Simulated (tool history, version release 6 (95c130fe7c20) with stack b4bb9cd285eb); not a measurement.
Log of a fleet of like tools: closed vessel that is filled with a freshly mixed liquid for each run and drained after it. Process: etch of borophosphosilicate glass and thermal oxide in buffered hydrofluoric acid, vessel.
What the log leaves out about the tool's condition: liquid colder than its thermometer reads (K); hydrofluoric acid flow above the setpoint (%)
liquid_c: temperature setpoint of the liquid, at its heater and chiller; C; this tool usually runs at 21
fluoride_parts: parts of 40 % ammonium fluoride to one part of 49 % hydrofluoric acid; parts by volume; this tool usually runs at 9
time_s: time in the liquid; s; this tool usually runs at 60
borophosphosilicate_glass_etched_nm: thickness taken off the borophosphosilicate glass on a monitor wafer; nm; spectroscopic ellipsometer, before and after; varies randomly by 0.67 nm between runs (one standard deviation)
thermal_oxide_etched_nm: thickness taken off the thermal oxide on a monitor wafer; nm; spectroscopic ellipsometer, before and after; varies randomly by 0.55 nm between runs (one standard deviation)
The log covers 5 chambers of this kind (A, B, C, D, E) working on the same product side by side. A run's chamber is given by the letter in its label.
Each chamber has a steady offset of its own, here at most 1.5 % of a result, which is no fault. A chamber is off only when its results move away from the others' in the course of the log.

| run | hour | liquid_c | fluoride_parts | time_s | hours since the thermometer was replaced | hours since the hydrofluoric acid flow meter was replaced | read-back film thickness of the borophosphosilicate glass reference wafer, read on the same gauge (nm) | read-back film thickness of the thermal oxide reference wafer, read on the same gauge (nm) | borophosphosilicate_glass_etched_nm | thermal_oxide_etched_nm |
|---|---|---|---|---|---|---|---|---|---|---|
|  | 4.2 | chamber B: hydrofluoric acid flow meter replaced |
| 1C | 7.4 | 21 | 9 | 60 | 422.3 | 1711.7 | 99.982 | 30.012 | 160.31 | 64.42 |
| 2B | 12 | 21 | 9 | 60 | 979.5 | 7.8 | 99.994 | 30.024 | 158.57 | 64.4 |
| 3D | 17.9 | 21 | 9 | 60 | 1587.7 | 275.8 | 99.973 | 29.986 | 159.11 | 63.048 |
| 4A | 24 | 21 | 9 | 60 | 932.3 | 923.6 | 100.01 | 30.013 | 160.38 | 65.55 |
| 5E | 29.4 | 21 | 9 | 60 | 406.1 | 1383.2 | 99.979 | 29.979 | 156.87 | 64.929 |
| 6C | 34.2 | 21 | 9 | 60 | 449.1 | 1738.5 | 100.02 | 29.996 | 159.73 | 65.271 |
| 7B | 41.3 | 21 | 9 | 60 | 1008.8 | 37.1 | 100.07 | 29.971 | 159.08 | 63.31 |
| 8D | 46 | 21 | 9 | 60 | 1615.8 | 303.9 | 100.07 | 30.014 | 157.5 | 64.492 |
| 9E | 51.4 | 21 | 6.5 | 60 | 428.1 | 1405.2 | 100.01 | 29.975 | 217.62 | 89.426 |
| 10A | 55 | 21 | 6.5 | 60 | 963.3 | 954.6 | 100.04 | 29.977 | 227.53 | 91.43 |
| 11A | 58.9 | 21 | 6.5 | 60 | 967.2 | 958.5 | 99.961 | 29.99 | 224.83 | 91.039 |
| 12C | 65.2 | 21 | 6.5 | 60 | 480.1 | 1769.5 | 100.04 | 29.998 | 222.45 | 91.961 |
| 13D | 71.4 | 21 | 6.5 | 60 | 1641.2 | 329.3 | 99.973 | 29.993 | 225.56 | 87.933 |
| 14B | 76.9 | 23.5 | 9 | 90 | 1044.4 | 72.7 | 99.972 | 30.022 | 270.67 | 111.73 |
| 15E | 80.7 | 23.5 | 9 | 90 | 457.4 | 1434.5 | 99.997 | 29.987 | 266.41 | 109.78 |
| 16C | 87.7 | 23.5 | 9 | 90 | 502.6 | 1792 | 100.02 | 29.994 | 274.47 | 113.88 |
| 17B | 92.5 | 23.5 | 9 | 90 | 1060 | 88.3 | 99.999 | 30.029 | 269.81 | 109.4 |
| 18A | 96.3 | 23.5 | 9 | 90 | 1004.6 | 995.9 | 100.04 | 30.025 | 272.87 | 111.02 |
| 19D | 101 | 19 | 9 | 75 | 1670.8 | 358.9 | 99.954 | 29.995 | 178.11 | 70.866 |
| 20E | 107.9 | 19 | 9 | 75 | 484.6 | 1461.7 | 99.996 | 30.001 | 174.82 | 73.067 |
| 21E | 115 | 19 | 9 | 75 | 491.7 | 1468.8 | 99.971 | 30.01 | 174.96 | 71.506 |
| 22D | 120 | 19 | 9 | 75 | 1689.8 | 377.9 | 100 | 30.004 | 177.92 | 71.182 |
| 23B | 124.2 | 19 | 9 | 75 | 1091.7 | 120 | 100.01 | 29.99 | 177.39 | 72.762 |
| 24C | 131.9 | 21 | 9 | 60 | 546.8 | 1836.2 | 100.04 | 30.022 | 159.62 | 64.387 |
| 25A | 135.7 | 21 | 9 | 60 | 1044 | 1035.3 | 100.01 | 30.008 | 159.5 | 64.486 |
| 26A | 142.5 | 21 | 9 | 60 | 1050.8 | 1042.1 | 100.03 | 30.02 | 159.12 | 65.7 |
| 27D | 145.9 | 21 | 9 | 45 | 1715.7 | 403.8 | 99.995 | 29.984 | 119.3 | 48.514 |
| 28E | 153.4 | 21 | 9 | 45 | 530.1 | 1507.2 | 100.05 | 29.981 | 116.47 | 48.288 |
| 29B | 158.3 | 21 | 9 | 45 | 1125.8 | 154.1 | 100.01 | 29.985 | 118.66 | 48.473 |
| 30C | 162.3 | 21 | 9 | 45 | 577.2 | 1866.6 | 100 | 30.022 | 119.26 | 48.93 |
| 31D | 167.2 | 21 | 9 | 45 | 1737 | 425.1 | 100.04 | 30.002 | 118.75 | 48.595 |
| 32A | 173 | 21 | 9 | 60 | 1081.3 | 1072.6 | 99.977 | 30.01 | 158.72 | 65.216 |
| 33C | 180.6 | 21 | 9 | 60 | 595.5 | 1884.9 | 100.01 | 29.983 | 158.5 | 65.047 |
| 34B | 187.5 | 21 | 9 | 60 | 1155 | 183.3 | 99.995 | 30.019 | 157.03 | 65.023 |
| 35E | 192.5 | 21 | 9 | 60 | 569.2 | 1546.3 | 99.964 | 30 | 155.72 | 64.412 |

Which is it: a chamber that has drifted or been left off by a service, a gauge drift common to all chambers, or only each chamber's usual small offset? If a chamber is off, name it and its likeliest cause.

No chamber is off and the gauge is stable; the differences are just each chamber's small, constant offset.
